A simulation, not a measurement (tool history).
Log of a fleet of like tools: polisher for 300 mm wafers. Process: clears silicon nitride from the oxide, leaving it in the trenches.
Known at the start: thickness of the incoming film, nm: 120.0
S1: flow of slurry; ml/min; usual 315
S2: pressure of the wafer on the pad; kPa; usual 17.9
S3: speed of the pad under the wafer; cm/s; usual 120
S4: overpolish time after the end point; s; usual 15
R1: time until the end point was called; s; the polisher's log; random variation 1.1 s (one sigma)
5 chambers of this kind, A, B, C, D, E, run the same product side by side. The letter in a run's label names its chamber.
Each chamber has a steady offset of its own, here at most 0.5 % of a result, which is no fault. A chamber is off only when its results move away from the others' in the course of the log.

run	hour	S1	S2	S3	S4	R1
# hour 4.7: chamber B: worn pad replaced by a new one
1E	11.6	315	17.9	120	15	133.200
2C	19.2	315	17.9	120	15	134.390
# hour 21.6: chamber E: slurry nozzle cleaned
3D	28.5	315	17.9	120	15	134.470
# hour 33.2: chamber C: head pressure recalibrated
4A	41.0	315	17.9	120	15	132.940
5B	55.2	315	17.9	120	15	134.700
# hour 63.4: chamber C: worn pad replaced by a new one
# hour 69.8: chamber A: worn pad replaced by a new one
# hour 70.3: chamber D: worn pad replaced by a new one
6D	71.0	315	17.9	120	15	134.470
7A	81.5	315	17.9	120	15	132.230
# hour 81.9: chamber E: worn pad replaced by a new one
# hour 85.2: chamber B: worn pad replaced by a new one
8B	90.3	315	17.9	120	15	131.060
9C	104.0	315	17.9	120	15	131.540
10E	119.4	315	17.9	120	15	135.810
11C	135.7	315	20.7	142	15	98.580
12E	151.4	315	20.7	142	15	98.689
13A	162.5	315	20.7	142	15	97.294
# hour 168.6: chamber B: worn pad replaced by a new one
14B	177.7	315	20.7	142	15	94.486
15D	187.8	315	20.7	142	15	98.323
16D	201.8	315	17.9	120	15	134.670
# hour 207.6: chamber E: worn pad replaced by a new one
17A	218.0	315	17.9	120	15	132.710
# hour 224.1: chamber D: worn pad replaced by a new one
18C	227.7	315	17.9	120	15	132.940
# hour 239.5: chamber A: worn pad replaced by a new one
19E	243.7	315	17.9	120	15	134.370
20B	255.3	315	17.9	120	15	128.040
21E	265.9	315	17.9	120	15	133.820
# hour 268.6: chamber B: worn pad replaced by a new one
22C	274.7	240	17.9	120	15	137.480
23D	284.3	240	17.9	120	15	137.900
24B	300.4	240	17.9	120	15	129.520
# hour 312.4: chamber D: head pressure recalibrated
25A	314.5	240	17.9	120	15	136.510
26A	325.4	240	17.9	120	15	138.400
27C	341.2	315	17.9	120	15	132.770
# hour 347.2: chamber C: worn pad replaced by a new one
# hour 347.8: chamber E: worn pad replaced by a new one
28D	349.4	315	17.9	120	15	135.170
# hour 358.6: chamber B: worn pad replaced by a new one
29B	361.5	315	17.9	120	15	125.050
30E	372.4	315	17.9	120	15	136.310
31D	383.9	315	17.9	120	15	134.200
# hour 394.6: chamber E: head pressure recalibrated
32C	396.8	230	17.9	144	15	114.180
# hour 398.5: chamber A: worn pad replaced by a new one
# hour 400.0: chamber D: worn pad replaced by a new one
# hour 412.1: chamber E: slurry nozzle cleaned
33E	412.2	230	17.9	144	15	114.060
34B	420.6	230	17.9	144	15	104.400
35A	428.6	230	17.9	144	15	113.790
36D	443.9	230	17.9	144	15	115.270
37C	457.3	315	17.9	120	15	132.820

What goes on in this fleet: one chamber off, a drifting gauge, or nothing beyond the chambers' own small offsets? Name the chamber and the cause, if any.

Chamber B drifts away from the others.
Cause: head's pressure above its setpoint, % = 10.

Here are 4 candidates for chamber B's next run, each the usual settings with a change, their results left as question marks. Which one brings its results back in line with what the others give on the usual settings?
In line means no further than this from the other chambers' mean on the usual settings: R1 3.900 s
38B-1	468.9	315	17.2	120	15	?
38B-2	468.9	315	17.9	110	15	?
38B-3	468.9	315	17.9	124	15	?
38B-4	468.9	315	18.6	126	15	?

The other chambers' mean on the usual settings: R1 133.550 s
run	R1
38B-1	126.590
38B-2	132.990
38B-3	117.750
38B-4	111.580
38B-2 brings the chamber back in line.
